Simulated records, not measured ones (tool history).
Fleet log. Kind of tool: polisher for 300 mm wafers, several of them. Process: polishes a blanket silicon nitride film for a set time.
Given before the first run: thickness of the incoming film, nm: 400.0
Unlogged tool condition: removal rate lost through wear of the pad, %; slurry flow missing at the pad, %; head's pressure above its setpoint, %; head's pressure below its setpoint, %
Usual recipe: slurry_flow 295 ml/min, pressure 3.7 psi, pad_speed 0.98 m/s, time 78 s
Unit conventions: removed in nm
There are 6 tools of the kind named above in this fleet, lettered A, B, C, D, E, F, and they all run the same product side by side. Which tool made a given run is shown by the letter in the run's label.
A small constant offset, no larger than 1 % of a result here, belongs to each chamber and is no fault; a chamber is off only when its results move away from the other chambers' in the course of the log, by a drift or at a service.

run	hour	slurry_flow	pressure	pad_speed	time	wafers polished on this pad	hours since the slurry nozzle was cleaned	hours since the head pressure was calibrated	removed
1C	11.0	295	3.7	0.98	78	557	60.3	354.1	145.35
2F	20.2	295	3.7	0.98	78	749	54.0	534.4	148.82
3D	31.1	295	3.7	0.98	78	858	34.3	31.6	147.01
# hour 35.6: chamber E: worn pad replaced by a new one
4B	37.1	295	3.7	0.98	78	348	146.4	582.5	145.85
5A	48.7	295	3.7	0.98	78	460	199.4	326.4	145.43
# hour 53.5: chamber C: worn pad replaced by a new one
6E	55.5	295	3.7	0.98	78	169	346.2	715.6	146.91
# hour 60.6: chamber E: head pressure recalibrated
7D	61.2	295	3.7	0.98	78	1114	64.4	61.7	143.04
8F	71.7	295	3.7	0.98	78	1188	105.5	585.9	148.59
# hour 73.1: chamber D: worn pad replaced by a new one
9C	80.0	295	3.7	0.98	78	226	129.3	423.1	144.46
10E	87.0	295	3.7	0.98	78	438	377.7	26.4	145.99
# hour 89.2: chamber A: worn pad replaced by a new one
# hour 97.7: chamber F: worn pad replaced by a new one
11A	98.0	295	3.7	0.98	78	75	248.7	375.7	146.03
# hour 99.0: chamber B: worn pad replaced by a new one
# hour 106.1: chamber E: worn pad replaced by a new one
12B	107.2	295	3.7	0.98	78	70	216.5	652.6	146.59
# hour 110.3: chamber A: slurry nozzle cleaned
# hour 116.2: chamber B: slurry nozzle cleaned
13D	116.3	295	3.7	0.98	78	368	119.5	116.8	144.14
14A	127.4	295	3.7	0.98	78	325	17.1	405.1	147.49
15E	133.7	295	3.7	0.98	78	235	424.4	73.1	147.51
16F	144.2	295	3.7	0.98	78	397	178.0	658.4	148.35
17B	153.2	295	3.7	0.98	78	461	37.0	698.6	147.50
# hour 153.6: chamber C: worn pad replaced by a new one
18C	161.6	295	3.1	0.98	78	68	210.9	504.7	124.62
19B	169.3	295	3.1	0.98	78	599	53.1	714.7	121.67
# hour 173.4: chamber E: worn pad replaced by a new one
20F	178.4	295	3.1	0.98	78	688	212.2	692.6	123.96
# hour 183.1: chamber A: worn pad replaced by a new one
21D	189.8	295	3.1	0.98	78	995	193.0	190.3	122.08
# hour 199.5: chamber D: worn pad replaced by a new one
22C	200.0	295	3.1	0.98	78	395	249.3	543.1	124.33
23A	208.9	295	3.1	0.98	78	220	98.6	486.6	122.87
# hour 214.2: chamber B: worn pad replaced by a new one
24E	220.9	295	3.7	0.98	78	405	511.6	160.3	144.96
# hour 227.8: chamber D: slurry nozzle cleaned
25F	229.1	295	3.7	0.98	78	1120	262.9	743.3	147.45
# hour 237.4: chamber F: worn pad replaced by a new one
26B	238.3	295	3.7	0.98	78	205	122.1	783.7	147.73
# hour 247.1: chamber E: slurry nozzle cleaned
27C	248.4	295	3.7	0.98	78	808	297.7	591.5	148.96
# hour 248.6: chamber E: worn pad replaced by a new one
28D	255.3	295	3.7	0.98	78	475	27.5	255.8	145.09
# hour 263.3: chamber C: worn pad replaced by a new one
29E	265.3	295	3.7	0.98	78	142	18.2	204.7	146.18
30A	272.4	295	3.7	0.70	78	761	162.1	550.1	110.56
# hour 277.2: chamber A: worn pad replaced by a new one
31C	282.9	295	3.7	0.70	78	167	332.2	626.0	115.77
32D	288.3	295	3.7	0.70	78	756	60.5	288.8	111.71
33E	298.6	295	3.7	0.70	78	426	51.5	238.0	112.45
34B	309.6	295	3.7	0.70	78	813	193.4	855.0	112.14
# hour 312.6: chamber D: worn pad replaced by a new one
35F	314.9	295	3.7	0.70	78	660	348.7	829.1	112.88
# hour 326.5: chamber B: worn pad replaced by a new one
36A	326.7	295	3.7	1.26	90	422	216.4	604.4	207.03
# hour 332.9: chamber B: slurry nozzle cleaned
37F	336.9	295	3.7	1.26	90	848	370.7	851.1	206.61
38D	346.6	295	3.7	1.26	90	290	118.8	347.1	204.45
39B	352.1	295	3.7	1.26	90	218	19.3	897.5	206.77
# hour 361.4: chamber A: worn pad replaced by a new one
40A	362.0	295	3.7	1.26	90	5	251.7	639.7	205.14

Read the log: is a single chamber off, either drifting away or since a service, is the gauge that measures every chamber drifting, or is nothing wrong beyond small per-chamber offsets? Name any odd chamber and what most likely caused it.

Little by little, chamber C moves away from the other chambers.
Most likely cause: head's pressure above its setpoint, % = 4.09.

Chamber C could run next with any of the 4 candidate recipes listed below; each alters the usual settings, and their results appear as question marks. Which one brings its results back in line with what the other chambers deliver on the usual settings?
In line here means within this much of the mean the other chambers give on the usual settings: removed 3.20 nm
41C-1	370.6	295	3.6	0.96	78				?
41C-2	370.6	295	3.8	1.00	81				?
41C-3	370.6	295	3.6	0.96	76				?
41C-4	370.6	295	3.8	0.98	79				?

What the other chambers average on the usual settings: removed 146.34 nm
run	removed
41C-1	145.46
41C-2	164.72
41C-3	141.73
41C-4	158.04
41C-1 brings the chamber back in line.
